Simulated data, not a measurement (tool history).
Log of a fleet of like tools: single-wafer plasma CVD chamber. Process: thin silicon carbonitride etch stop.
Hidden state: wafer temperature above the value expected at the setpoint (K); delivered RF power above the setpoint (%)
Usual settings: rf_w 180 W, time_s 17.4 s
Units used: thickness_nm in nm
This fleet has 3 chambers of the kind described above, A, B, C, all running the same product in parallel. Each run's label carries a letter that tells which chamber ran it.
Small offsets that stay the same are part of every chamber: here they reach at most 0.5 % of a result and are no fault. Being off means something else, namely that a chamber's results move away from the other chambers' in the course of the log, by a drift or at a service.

run,day,rf_w,time_s,hours since the last thermocouple change,hours since the last RF generator calibration,"read-back reference wafer on the same gauge, thickness_nm",thickness_nm
1A,0.225,180,17.4,231.3,2090.8,8.8997,9.6205
2B,0.462,180,17.4,1539.2,895.4,8.9041,9.5852
3C,0.642,180,17.4,1292.5,1389.3,8.9031,9.6461
4A,0.838,180,17.4,246,2105.5,8.9044,9.6456
5C,0.971,180,17.4,1300.4,1397.2,8.9053,9.6478
6B,1.133,195,20.7,1555.3,911.5,8.9069,11.679
# day 1.283: chamber B: RF generator calibrated
7C,1.392,195,20.7,1310.5,1407.3,8.9072,11.71
8A,1.646,195,20.7,265.4,2124.9,8.9074,11.744
9B,1.875,180,17.4,1573.1,14.3,8.9086,9.5918
10A,2.046,180,17.4,275,2134.5,8.9086,9.6381
11C,2.196,145,14.1,1329.8,1426.6,8.9113,7.3242
12B,2.408,145,14.1,1585.9,27.1,8.9118,7.2659
# day 2.671: chamber B: thermocouple changed; heater temperature recalibrated
13B,2.675,145,14.1,0.2,33.5,8.9159,7.2726
14A,2.8,180,15.9,293.1,2152.6,8.915,8.7975
15C,2.933,180,15.9,1347.5,1444.3,8.9137,8.8262
16C,3.142,180,15.9,1352.5,1449.3,8.9174,8.8159
17A,3.408,180,17.4,307.7,2167.2,8.9223,9.6421
18B,3.596,180,17.4,22.3,55.6,8.9168,9.5817
19B,3.812,180,17.4,27.5,60.8,8.918,9.5859
20A,3.967,180,17.4,321.1,2180.6,8.9213,9.627
21C,4.1,165,18.5,1375.5,1472.3,8.9234,10.001
22C,4.304,165,18.5,1380.4,1477.2,8.9211,9.9989
23B,4.571,165,18.5,45.7,79,8.923,9.943
24A,4.692,180,17.4,338.5,2198,8.9239,9.6681
25C,4.842,180,17.4,1393.3,1490.1,8.9266,9.6576
26A,5.042,180,17.4,346.9,2206.4,8.9301,9.6638
27B,5.225,195,14.2,61.4,94.7,8.9268,8.0243
28C,5.358,195,14.2,1405.7,1502.5,8.9281,8.0813
29A,5.542,195,14.2,358.9,2218.4,8.9311,8.0641
30B,5.683,155,19.4,72.4,105.7,8.9284,10.215
31B,5.883,155,19.4,77.2,110.5,8.9307,10.207
32C,6.058,155,19.4,1422.5,1519.3,8.9301,10.284
33A,6.179,180,17.4,374.2,2233.7,8.932,9.6738
34C,6.392,180,17.4,1430.5,1527.3,8.9343,9.654
35B,6.521,180,17.4,92.5,125.8,8.9321,9.6031
36A,6.754,180,17.4,388,2247.5,8.9345,9.6822
37C,6.992,180,17.4,1444.9,1541.7,8.9374,9.6794
38A,7.179,180,17.4,398.2,2257.7,8.9377,9.669
39B,7.329,150,17.4,111.9,145.2,8.9403,9.0969
40C,7.546,150,17.4,1458.2,1555,8.9393,9.1401
41B,7.754,150,17.4,122.1,155.4,8.9426,9.1199
42A,7.875,180,17.4,414.9,2274.4,8.9397,9.6801
43B,8.038,180,17.4,128.9,162.2,8.9418,9.6165
44A,8.229,180,17.4,423.4,2282.9,8.9411,9.6847

All chambers now run identical settings, listed one chamber a line with results as question marks. What results will each chamber show?
45A,8.421,180,19.9,,,,?
45B,8.421,180,19.9,,,,?
45C,8.421,180,19.9,,,,?

run,thickness_nm
45A,11.072
45B,10.978
45C,11.059
